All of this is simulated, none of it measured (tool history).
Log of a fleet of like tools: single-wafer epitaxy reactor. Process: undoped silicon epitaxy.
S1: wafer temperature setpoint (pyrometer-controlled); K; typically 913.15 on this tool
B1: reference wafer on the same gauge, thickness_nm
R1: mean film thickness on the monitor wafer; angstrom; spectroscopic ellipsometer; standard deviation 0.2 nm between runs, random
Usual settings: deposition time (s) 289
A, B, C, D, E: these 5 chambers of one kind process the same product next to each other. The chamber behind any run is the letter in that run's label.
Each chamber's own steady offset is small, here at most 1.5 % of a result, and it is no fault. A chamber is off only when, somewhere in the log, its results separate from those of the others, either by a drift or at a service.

run 1A hour=2.9 | S1=913.15 deposition_time_(s)=289 | B1=45.893 | R1=382.61
run 2E hour=5.9 | S1=913.15 deposition_time_(s)=289 | B1=45.836 | R1=386.53
run 3B hour=9.1 | S1=913.15 deposition_time_(s)=289 | B1=45.908 | R1=391.44
run 4C hour=12 | S1=913.15 deposition_time_(s)=289 | B1=45.944 | R1=385.98
run 5D hour=15.7 | S1=913.15 deposition_time_(s)=289 | B1=45.84 | R1=391
run 6B hour=18.9 | S1=913.15 deposition_time_(s)=289 | B1=45.932 | R1=389.12
run 7D hour=24.6 | S1=913.15 deposition_time_(s)=289 | B1=45.905 | R1=389.71
run 8E hour=28.3 | S1=913.15 deposition_time_(s)=289 | B1=45.903 | R1=385.04
run 9A hour=33 | S1=913.15 deposition_time_(s)=311 | B1=45.843 | R1=415.24
run 10C hour=35.8 | S1=913.15 deposition_time_(s)=311 | B1=45.961 | R1=414.76
run 11D hour=40.6 | S1=913.15 deposition_time_(s)=311 | B1=45.885 | R1=424.19
run 12C hour=43.5 | S1=913.15 deposition_time_(s)=311 | B1=45.885 | R1=415.96
run 13A hour=47.5 | S1=913.15 deposition_time_(s)=311 | B1=45.919 | R1=419.52
run 14E hour=50.7 | S1=913.15 deposition_time_(s)=289 | B1=45.902 | R1=389.04
run 15B hour=54.3 | S1=913.15 deposition_time_(s)=260 | B1=45.907 | R1=348.67
run 16A hour=59 | S1=913.15 deposition_time_(s)=260 | B1=45.875 | R1=344.92
run 17D hour=62.5 | S1=913.15 deposition_time_(s)=260 | B1=45.906 | R1=351.74
run 18E hour=65.6 | S1=913.15 deposition_time_(s)=260 | B1=45.936 | R1=352.76
run 19B hour=69.5 | S1=913.15 deposition_time_(s)=260 | B1=45.901 | R1=347.93
run 20C hour=74.2 | S1=913.15 deposition_time_(s)=242 | B1=45.905 | R1=323.63
run 21B hour=77 | S1=913.15 deposition_time_(s)=242 | B1=45.94 | R1=324.8
run 22C hour=82.3 | S1=913.15 deposition_time_(s)=242 | B1=45.889 | R1=330.23
run 23E hour=85.7 | S1=913.15 deposition_time_(s)=242 | B1=45.838 | R1=327.89
run 24D hour=90.1 | S1=913.15 deposition_time_(s)=242 | B1=45.886 | R1=328.15
run 25A hour=95.3 | S1=903.15 deposition_time_(s)=289 | B1=45.957 | R1=307.91
run 26D hour=100.3 | S1=903.15 deposition_time_(s)=289 | B1=45.899 | R1=311.06
run 27E hour=103.3 | S1=903.15 deposition_time_(s)=289 | B1=45.928 | R1=309.97
run 28C hour=107.8 | S1=903.15 deposition_time_(s)=289 | B1=45.898 | R1=322.38
run 29A hour=112.4 | S1=903.15 deposition_time_(s)=289 | B1=45.871 | R1=303.4
run 30B hour=118.1 | S1=913.15 deposition_time_(s)=289 | B1=45.899 | R1=393.04
run 31A hour=122.7 | S1=913.15 deposition_time_(s)=289 | B1=45.915 | R1=386.86
run 32D hour=126.4 | S1=913.15 deposition_time_(s)=289 | B1=45.896 | R1=386.97
run 33E hour=130.4 | S1=913.15 deposition_time_(s)=289 | B1=45.884 | R1=389.8
run 34B hour=133.3 | S1=913.15 deposition_time_(s)=289 | B1=45.942 | R1=386.1

All 5 chambers run these settings next. Forecast each chamber's results:
run 35A hour=137.3 | S1=913.15 deposition_time_(s)=268 | R1=?
run 35B hour=137.3 | S1=913.15 deposition_time_(s)=268 | R1=?
run 35C hour=137.3 | S1=913.15 deposition_time_(s)=268 | R1=?
run 35D hour=137.3 | S1=913.15 deposition_time_(s)=268 | R1=?
run 35E hour=137.3 | S1=913.15 deposition_time_(s)=268 | R1=?

run=35A R1=360.06
run=35B R1=360.73
run=35C R1=380.24
run=35D R1=360.05
run=35E R1=360.27
